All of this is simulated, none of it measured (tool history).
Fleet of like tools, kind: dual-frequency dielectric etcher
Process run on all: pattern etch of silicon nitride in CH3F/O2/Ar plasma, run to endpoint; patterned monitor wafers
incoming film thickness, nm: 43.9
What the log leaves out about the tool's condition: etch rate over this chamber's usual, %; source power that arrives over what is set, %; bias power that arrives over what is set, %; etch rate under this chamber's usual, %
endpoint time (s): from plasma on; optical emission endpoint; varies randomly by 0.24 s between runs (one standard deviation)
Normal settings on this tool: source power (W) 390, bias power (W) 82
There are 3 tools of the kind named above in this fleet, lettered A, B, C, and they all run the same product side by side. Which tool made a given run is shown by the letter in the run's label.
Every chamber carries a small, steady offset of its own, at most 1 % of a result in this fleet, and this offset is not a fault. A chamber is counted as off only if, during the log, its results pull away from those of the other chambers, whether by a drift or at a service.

run	hour	source power (W)	bias power (W)	hours since the last wet clean	hours since the last source power generator calibration	hours since the last bias power generator calibration	endpoint time (s)
1C	7.4	390	82	448.7	1605	1601.9	61.012
2A	14.7	390	82	552.6	1103	115.2	62.363
3B	21.7	390	82	206.3	464	3619.4	61.092
4B	30.7	390	82	215.3	473	3628.4	60.906
5C	36.7	390	82	478	1634.3	1631.2	61.112
6A	41.7	390	82	579.6	1130	142.2	62.112
7C	46.5	430	94	487.8	1644.1	1641	56.004
8B	54.8	430	94	239.4	497.1	3652.5	56.182
9A	58.6	430	94	596.5	1146.9	159.1	57.071
10B	64.1	390	82	248.7	506.4	3661.8	60.9
11C	68.8	330	74	510.1	1666.4	1663.3	66.746
12A	73.3	330	74	611.2	1161.6	173.8	67.618
13A	81.7	330	74	619.6	1170	182.2	68.273
14B	90.3	390	82	274.9	532.6	3688	61.238
# hour 91.3: chamber C: wet clean of the chamber
15C	96.3	390	82	5.1	1693.9	1690.8	63.93
16C	102.8	390	82	11.6	1700.4	1697.3	63.953
17A	109.6	390	82	647.5	1197.9	210.1	61.491
18B	116.7	390	82	301.3	559	3714.4	60.915
19C	121.8	390	82	30.6	1719.4	1716.3	64.144
20B	128.2	390	82	312.8	570.5	3725.9	61.067
21A	136.7	390	82	674.6	1225	237.2	61.584
22A	144.9	300	90	682.8	1233.2	245.4	66.173
23C	152.1	300	90	60.9	1749.7	1746.6	67.913
24B	157.4	300	90	342	599.7	3755.1	65.415
25C	164.6	390	88	73.4	1762.2	1759.1	62.479
26B	172.3	390	88	356.9	614.6	3770	59.348

Is one chamber out of step, is the gauge drifting, or do the chambers differ by no more than their own small offsets? For an off chamber, give its letter and the likeliest cause.

After it was serviced, chamber C no longer matches the other chambers.
What lies behind it: etch rate under this chamber's usual, % = 4.1.

Chamber C could run next with any of the 4 candidate recipes listed below; each alters the usual settings, and their results appear as question marks. Which one brings its results back in line with what the other chambers deliver on the usual settings?
In line here means within this much of the mean the other chambers give on the usual settings: endpoint time (s) 0.85
27C-1	178.7	350	74				?
27C-2	178.7	440	91				?
27C-3	178.7	370	78				?
27C-4	178.7	410	86				?

Average result of the remaining chambers running the usual settings: endpoint time (s) 61.33
run	endpoint time (s)
27C-1	68.871
27C-2	58.859
27C-3	66.247
27C-4	61.635
With 27C-4, the chamber falls back in line with the rest.
